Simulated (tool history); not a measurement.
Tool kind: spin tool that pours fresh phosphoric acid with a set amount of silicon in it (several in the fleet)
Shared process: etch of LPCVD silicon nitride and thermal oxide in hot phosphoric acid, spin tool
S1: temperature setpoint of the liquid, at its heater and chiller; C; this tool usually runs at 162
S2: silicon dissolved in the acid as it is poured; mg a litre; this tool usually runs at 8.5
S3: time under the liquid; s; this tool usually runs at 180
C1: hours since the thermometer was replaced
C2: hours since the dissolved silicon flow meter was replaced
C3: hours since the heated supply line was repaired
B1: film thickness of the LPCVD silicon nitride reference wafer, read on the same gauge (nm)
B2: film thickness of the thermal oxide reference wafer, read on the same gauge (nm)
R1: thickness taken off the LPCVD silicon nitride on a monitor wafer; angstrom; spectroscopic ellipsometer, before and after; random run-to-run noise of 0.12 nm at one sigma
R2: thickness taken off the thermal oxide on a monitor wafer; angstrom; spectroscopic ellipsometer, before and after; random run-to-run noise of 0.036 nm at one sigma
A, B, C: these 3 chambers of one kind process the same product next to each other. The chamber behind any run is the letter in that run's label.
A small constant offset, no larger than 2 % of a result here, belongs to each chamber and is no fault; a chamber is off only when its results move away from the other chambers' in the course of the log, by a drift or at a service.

run   hour   S1   S2   S3      C1      C2      C3      B1      B2      R1      R2
 1C    3.8  162  8.5  180  1461.2   688.9  2711.2  29.998  129.98  159.34  4.6785
 2A    8.5  162  8.5  180   974.5   643.1   512.5  29.992  130.00  158.62  4.3928
 3B   10.9  162  8.5  180   114.6  2319.8  1703.6  29.993  130.00  159.55  4.7644
      14.7  -- chamber B: dissolved silicon flow meter replaced
 4B   15.7  162  8.5  180   119.4     1.0  1708.4  30.006  130.04  160.86  5.6172
 5A   19.0  162  8.5  180   985.0   653.6   523.0  29.981  130.01  159.17  4.4314
 6C   21.9  162  8.5  180  1479.3   707.0  2729.3  29.994  130.03  159.21  4.7650
 7A   25.3  162  8.5  180   991.3   659.9   529.3  29.994  130.01  158.84  5.4611
 8C   29.4  162  8.5  180  1486.8   714.5  2736.8  30.001  130.01  160.72  5.3205
 9B   33.0  162  8.5  180   136.7    18.3  1725.7  29.994  129.99  158.03  4.7855
10C   37.9  163  8.5  180  1495.3   723.0  2745.3  29.992  130.02  165.53  4.3358
11A   40.2  163  8.5  180  1006.2   674.8   544.2  29.985  130.00  163.60  5.2728
12B   44.1  163  8.5  180   147.8    29.4  1736.8  29.998  130.02  160.36  5.1046
13C   47.8  162  8.5  180  1505.2   732.9  2755.2  30.013  129.99  161.01  4.3383
14B   51.2  162  8.5  180   154.9    36.5  1743.9  30.005  129.98  155.66  4.5147
15A   55.7  162  8.5  180  1021.7   690.3   559.7  29.984  130.01  157.70  5.1775
16C   58.1  162  8.5  180  1515.5   743.2  2765.5  30.002  129.97  160.71  5.0869
17B   60.8  162  8.5  180   164.5    46.1  1753.5  29.991  130.01  153.78  4.6319
18A   65.5  164  8.5  245  1031.5   700.1   569.5  30.001  130.00  231.56  7.4734
19A   67.8  164  8.5  245  1033.8   702.4   571.8  30.003  130.02  231.56  8.3724
20C   72.1  164  8.5  245  1529.5   757.2  2779.5  29.995  130.03  235.42  8.2377
21B   76.0  162  8.5  180   179.7    61.3  1768.7  30.000  130.01  153.84  4.4325
22A   80.8  162  8.5  180  1046.8   715.4   584.8  30.002  129.99  158.55  4.6323
23B   84.9  162  8.5  180   188.6    70.2  1777.6  30.022  129.97  151.07  3.8947
24C   89.4  162  8.5  180  1546.8   774.5  2796.8  29.974  130.03  158.45  5.4701
25B   91.7  159  8.5  180   195.4    77.0  1784.4  30.026  129.98  134.60  3.6585
26A   94.7  159  8.5  180  1060.7   729.3   598.7  29.985  130.02  144.33  3.4902
      95.8  -- chamber C: dissolved silicon flow meter replaced
27C   98.2  159  8.5  180  1555.6     2.4  2805.6  30.000  129.97  143.07  3.7770
28C  103.3  162  8.5  180  1560.7     7.5  2810.7  29.997  130.04  159.87  4.1645
29A  106.9  162  8.5  180  1072.9   741.5   610.9  29.975  129.96  159.96  4.7754
30B  109.3  162  8.5  180   213.0    94.6  1802.0  29.994  129.97  147.64  4.6566
31B  112.9  162  8.5  180   216.6    98.2  1805.6  29.987  130.00  145.77  3.8741
32C  117.9  162  8.5  180  1575.3    22.1  2825.3  30.006  130.03  160.19  4.7778
33A  121.0  162  8.5  180  1087.0   755.6   625.0  29.997  130.01  159.30  4.8704

Has any chamber moved away from the others, gradually or after a service, or does the common gauge drift, or do the chambers differ only by their own small steady offsets? State the chamber and the most likely cause if one applies.

It is chamber B that slowly wanders off from its peers.
Likeliest cause: temperature lost on the way to the wafer (K) = 2.78.
Not necessarily distinguishable in this log from: liquid colder than its thermometer reads (K).

Below are 4 candidate recipes for chamber B's next run, each the usual settings with a change, their results shown as question marks. Which of them brings B's results back in line with what the other chambers give on the usual settings?
A result is in line if it is within this distance of the other chambers' mean on the usual settings: R1 4.10 angstrom; R2 1.2000 angstrom
34B-1  124.7  161.5   9.5  175                       ?   ?
34B-2  124.7  163.0   6.0  190                       ?   ?
34B-3  124.7  162.5   7.5  185                       ?   ?
34B-4  124.7  161.0  11.0  170                       ?   ?

Mean of the other chambers on the usual settings: R1 159.24 angstrom; R2 4.8068 angstrom
  run      R1      R2
34B-1  139.53  3.5220
34B-2  159.44  4.6103
34B-3  152.61  4.1901
34B-4  133.22  3.1850
34B-2 puts the chamber back in line with the other chambers.
